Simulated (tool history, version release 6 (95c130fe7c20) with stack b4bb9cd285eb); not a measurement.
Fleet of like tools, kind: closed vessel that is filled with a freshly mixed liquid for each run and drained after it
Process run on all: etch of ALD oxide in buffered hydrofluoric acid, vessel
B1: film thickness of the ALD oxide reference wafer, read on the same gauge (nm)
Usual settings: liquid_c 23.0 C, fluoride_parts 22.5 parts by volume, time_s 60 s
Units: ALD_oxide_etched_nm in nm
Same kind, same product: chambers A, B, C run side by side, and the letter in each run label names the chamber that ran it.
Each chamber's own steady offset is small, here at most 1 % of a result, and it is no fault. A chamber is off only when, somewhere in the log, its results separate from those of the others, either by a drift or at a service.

Run 1B, day 0.179: usual settings; B1 100.020. Result: ALD_oxide_etched_nm 32.690 nm.
Run 2C, day 0.375: usual settings; B1 99.986. Result: ALD_oxide_etched_nm 32.947 nm.
Run 3A, day 0.517: usual settings; B1 99.999. Result: ALD_oxide_etched_nm 33.267 nm.
Run 4A, day 0.633: usual settings; B1 99.999. Result: ALD_oxide_etched_nm 33.488 nm.
Run 5C, day 0.796: usual settings; B1 99.995. Result: ALD_oxide_etched_nm 33.144 nm.
Run 6B, day 0.900: usual settings but time_s 85 s; B1 99.989. Result: ALD_oxide_etched_nm 46.238 nm.
Run 7B, day 1.012: usual settings but time_s 85 s; B1 99.982. Result: ALD_oxide_etched_nm 46.477 nm.
Run 8C, day 1.117: usual settings but time_s 85 s; B1 100.000. Result: ALD_oxide_etched_nm 46.958 nm.
Run 9A, day 1.258: usual settings; B1 100.000. Result: ALD_oxide_etched_nm 33.064 nm.
Run 10B, day 1.446: usual settings but time_s 50 s; B1 99.984. Result: ALD_oxide_etched_nm 27.098 nm.
Run 11C, day 1.596: usual settings but time_s 50 s; B1 100.010. Result: ALD_oxide_etched_nm 27.365 nm.
Run 12A, day 1.708: usual settings but time_s 50 s; B1 99.993. Result: ALD_oxide_etched_nm 27.228 nm.
Run 13C, day 1.892: usual settings; B1 100.010. Result: ALD_oxide_etched_nm 33.064 nm.
Run 14A, day 2.083: usual settings; B1 100.000. Result: ALD_oxide_etched_nm 32.511 nm.
Run 15B, day 2.179: usual settings; B1 100.010. Result: ALD_oxide_etched_nm 32.704 nm.
Run 16B, day 2.346: usual settings but liquid_c 19.0 C, time_s 95 s; B1 100.000. Result: ALD_oxide_etched_nm 41.155 nm.
Run 17C, day 2.454: usual settings but liquid_c 19.0 C, time_s 95 s; B1 99.982. Result: ALD_oxide_etched_nm 41.795 nm.
Run 18A, day 2.583: usual settings but liquid_c 19.0 C, time_s 95 s; B1 99.996. Result: ALD_oxide_etched_nm 40.983 nm.
Run 19C, day 2.712: usual settings; B1 100.000. Result: ALD_oxide_etched_nm 32.952 nm.
Run 20A, day 2.888: usual settings; B1 99.991. Result: ALD_oxide_etched_nm 32.380 nm.
Run 21B, day 3.008: usual settings; B1 100.000. Result: ALD_oxide_etched_nm 32.842 nm.
Run 22B, day 3.158: usual settings; B1 100.010. Result: ALD_oxide_etched_nm 32.665 nm.
Run 23A, day 3.329: usual settings; B1 99.991. Result: ALD_oxide_etched_nm 31.888 nm.
Run 24C, day 3.521: usual settings; B1 99.999. Result: ALD_oxide_etched_nm 33.052 nm.
Run 25A, day 3.708: usual settings but liquid_c 19.5 C; B1 99.993. Result: ALD_oxide_etched_nm 25.859 nm.
Run 26C, day 3.862: usual settings but liquid_c 19.5 C; B1 100.000. Result: ALD_oxide_etched_nm 27.134 nm.
Run 27B, day 4.029: usual settings but liquid_c 19.5 C; B1 99.989. Result: ALD_oxide_etched_nm 26.885 nm.
Run 28B, day 4.212: usual settings; B1 99.996. Result: ALD_oxide_etched_nm 32.764 nm.
Run 29C, day 4.388: usual settings; B1 99.990. Result: ALD_oxide_etched_nm 33.338 nm.
Run 30A, day 4.579: usual settings; B1 99.999. Result: ALD_oxide_etched_nm 31.169 nm.
Run 31C, day 4.675: usual settings; B1 100.000. Result: ALD_oxide_etched_nm 33.111 nm.
Run 32B, day 4.821: usual settings; B1 99.978. Result: ALD_oxide_etched_nm 32.741 nm.

Predict what each chamber gives when all 3 of them run the settings below next.
Run 33A, day 4.962: usual settings. Result: ALD_oxide_etched_nm ?.
Run 33B, day 4.962: usual settings. Result: ALD_oxide_etched_nm ?.
Run 33C, day 4.962: usual settings. Result: ALD_oxide_etched_nm ?.

run  ALD_oxide_etched_nm
33A               30.853
33B               32.730
33C               33.146

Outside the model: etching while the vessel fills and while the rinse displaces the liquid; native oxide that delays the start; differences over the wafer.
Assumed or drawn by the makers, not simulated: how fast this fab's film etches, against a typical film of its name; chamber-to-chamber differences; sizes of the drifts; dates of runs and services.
